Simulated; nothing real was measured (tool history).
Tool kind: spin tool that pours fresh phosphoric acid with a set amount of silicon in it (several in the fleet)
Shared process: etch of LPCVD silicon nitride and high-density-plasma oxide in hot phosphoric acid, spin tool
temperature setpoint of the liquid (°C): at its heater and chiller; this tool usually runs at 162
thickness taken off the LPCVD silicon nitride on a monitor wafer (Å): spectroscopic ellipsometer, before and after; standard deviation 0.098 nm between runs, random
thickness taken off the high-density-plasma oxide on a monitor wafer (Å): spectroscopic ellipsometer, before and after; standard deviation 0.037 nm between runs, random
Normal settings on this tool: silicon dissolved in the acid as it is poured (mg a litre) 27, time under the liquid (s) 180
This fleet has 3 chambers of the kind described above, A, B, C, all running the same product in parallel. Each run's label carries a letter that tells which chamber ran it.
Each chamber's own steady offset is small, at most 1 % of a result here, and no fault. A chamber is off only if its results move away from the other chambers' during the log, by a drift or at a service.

| run | hour | temperature setpoint of the liquid (°C) | silicon dissolved in the acid as it is poured (mg a litre) | time under the liquid (s) | hours since the thermometer was replaced | hours since the dissolved silicon flow meter was replaced | hours since the heated supply line was repaired | read-back film thickness of the LPCVD silicon nitride reference wafer, read on the same gauge (nm) | read-back film thickness of the high-density-plasma oxide reference wafer, read on the same gauge (nm) | thickness taken off the LPCVD silicon nitride on a monitor wafer (Å) | thickness taken off the high-density-plasma oxide on a monitor wafer (Å) |
|---|---|---|---|---|---|---|---|---|---|---|---|
| 1C | 10.1 | 162 | 27 | 180 | 706.1 | 24.5 | 931.1 | 110 | 150.02 | 162.66 | 1.7049 |
| 2A | 22.1 | 162 | 27 | 180 | 2266.8 | 143.2 | 1299.8 | 110.01 | 149.97 | 162.81 | 1.8829 |
| 3B | 29.6 | 162 | 27 | 180 | 2001.1 | 236.4 | 334.8 | 110 | 149.99 | 158.41 | 2.2891 |
| 4C | 39.8 | 162 | 27 | 180 | 735.8 | 54.2 | 960.8 | 110.02 | 150 | 161.7 | 1.5044 |
| 5B | 50.3 | 162 | 27 | 180 | 2021.8 | 257.1 | 355.5 | 109.98 | 150 | 162.35 | 1.8246 |
| 6A | 63.3 | 162 | 18 | 180 | 2308 | 184.4 | 1341 | 110 | 150.01 | 160.86 | 2.8635 |
| 7B | 76.3 | 162 | 18 | 180 | 2047.8 | 283.1 | 381.5 | 110 | 150.01 | 160.7 | 2.9327 |
| 8A | 83.5 | 162 | 18 | 180 | 2328.2 | 204.6 | 1361.2 | 110.02 | 149.99 | 160.31 | 3.2667 |
|  | 89.4 | chamber C: heated supply line repaired |
| 9C | 96.6 | 162 | 27 | 180 | 792.6 | 111 | 7.3 | 110 | 149.98 | 160.92 | 2.5857 |
| 10A | 110.2 | 162 | 27 | 180 | 2354.9 | 231.3 | 1387.9 | 109.99 | 149.98 | 160.01 | 2.7133 |
| 11C | 119 | 162 | 27 | 180 | 815 | 133.4 | 29.7 | 110 | 149.99 | 161.79 | 2.5567 |
| 12B | 132.8 | 162 | 27 | 180 | 2104.3 | 339.6 | 438 | 110 | 150 | 158.4 | 1.8868 |
| 13C | 141.7 | 162 | 27 | 180 | 837.7 | 156.1 | 52.4 | 110.01 | 150 | 162.45 | 2.2621 |
| 14A | 153.4 | 162 | 27 | 180 | 2398.1 | 274.5 | 1431.1 | 110.01 | 150.02 | 161.68 | 1.607 |
| 15B | 162.2 | 162 | 27 | 180 | 2133.7 | 369 | 467.4 | 110 | 150 | 160.31 | 2.2621 |
| 16A | 169.2 | 163.5 | 27 | 235 | 2413.9 | 290.3 | 1446.9 | 110.02 | 150 | 220.56 | 3.286 |
| 17B | 178.8 | 163.5 | 27 | 235 | 2150.3 | 385.6 | 484 | 110 | 149.98 | 222.57 | 2.754 |
|  | 184.2 | chamber B: thermometer replaced |
| 18C | 186.9 | 163.5 | 27 | 235 | 882.9 | 201.3 | 97.6 | 109.98 | 150.02 | 220.57 | 3.3185 |
| 19A | 194.4 | 163 | 13.5 | 180 | 2439.1 | 315.5 | 1472.1 | 109.99 | 150 | 165.77 | 3.0154 |
| 20B | 205.8 | 163 | 13.5 | 180 | 21.7 | 412.6 | 511 | 110.01 | 149.99 | 165.42 | 2.2915 |
| 21C | 215.3 | 163 | 13.5 | 180 | 911.3 | 229.7 | 126 | 110.02 | 150 | 167.98 | 3.5375 |
| 22A | 227.9 | 162 | 27 | 180 | 2472.6 | 349 | 1505.6 | 110.02 | 150.01 | 159.91 | 1.8899 |
| 23C | 239.7 | 162 | 27 | 180 | 935.7 | 254.1 | 150.4 | 110 | 150 | 161.01 | 2.1919 |
| 24B | 246.5 | 162 | 27 | 180 | 62.4 | 453.3 | 551.7 | 109.99 | 150 | 161.93 | 2.4152 |
| 25A | 255.3 | 162 | 27 | 180 | 2500 | 376.4 | 1533 | 109.99 | 150.01 | 160.97 | 1.4274 |
| 26C | 266.5 | 162 | 39 | 135 | 962.5 | 280.9 | 177.2 | 110.01 | 150.01 | 120.71 | 0.68014 |
| 27B | 276.2 | 162 | 39 | 135 | 92.1 | 483 | 581.4 | 110.01 | 150.01 | 120.09 | 1.0153 |
| 28B | 284.6 | 162 | 39 | 135 | 100.5 | 491.4 | 589.8 | 110 | 150 | 120.11 | 0.76496 |
| 29C | 295.7 | 162 | 27 | 180 | 991.7 | 310.1 | 206.4 | 110 | 150.01 | 160.82 | 2.1138 |
| 30A | 308.8 | 162 | 27 | 180 | 2553.5 | 429.9 | 1586.5 | 109.98 | 149.99 | 162.22 | 2.2133 |
| 31B | 319.2 | 162 | 27 | 180 | 135.1 | 526 | 624.4 | 110 | 150.03 | 159.73 | 1.7002 |
| 32A | 329 | 162 | 27 | 180 | 2573.7 | 450.1 | 1606.7 | 110 | 150.01 | 160.17 | 1.7308 |
| 33C | 340.1 | 162 | 27 | 180 | 1036.1 | 354.5 | 250.8 | 110.01 | 150 | 160.78 | 1.9368 |
| 34A | 353.3 | 162 | 27 | 180 | 2598 | 474.4 | 1631 | 110 | 150.02 | 161.89 | 1.802 |
| 35B | 363.6 | 162 | 27 | 180 | 179.5 | 570.4 | 668.8 | 110 | 150.01 | 160.36 | 2.5007 |
| 36C | 372.6 | 162 | 27 | 180 | 1068.6 | 387 | 283.3 | 110.01 | 149.99 | 161.12 | 2.3409 |

Has any chamber moved away from the others, gradually or after a service, or does the common gauge drift, or do the chambers differ only by their own small steady offsets? State the chamber and the most likely cause if one applies.

No chamber stands off beyond its own small offset, and the gauge holds steady.
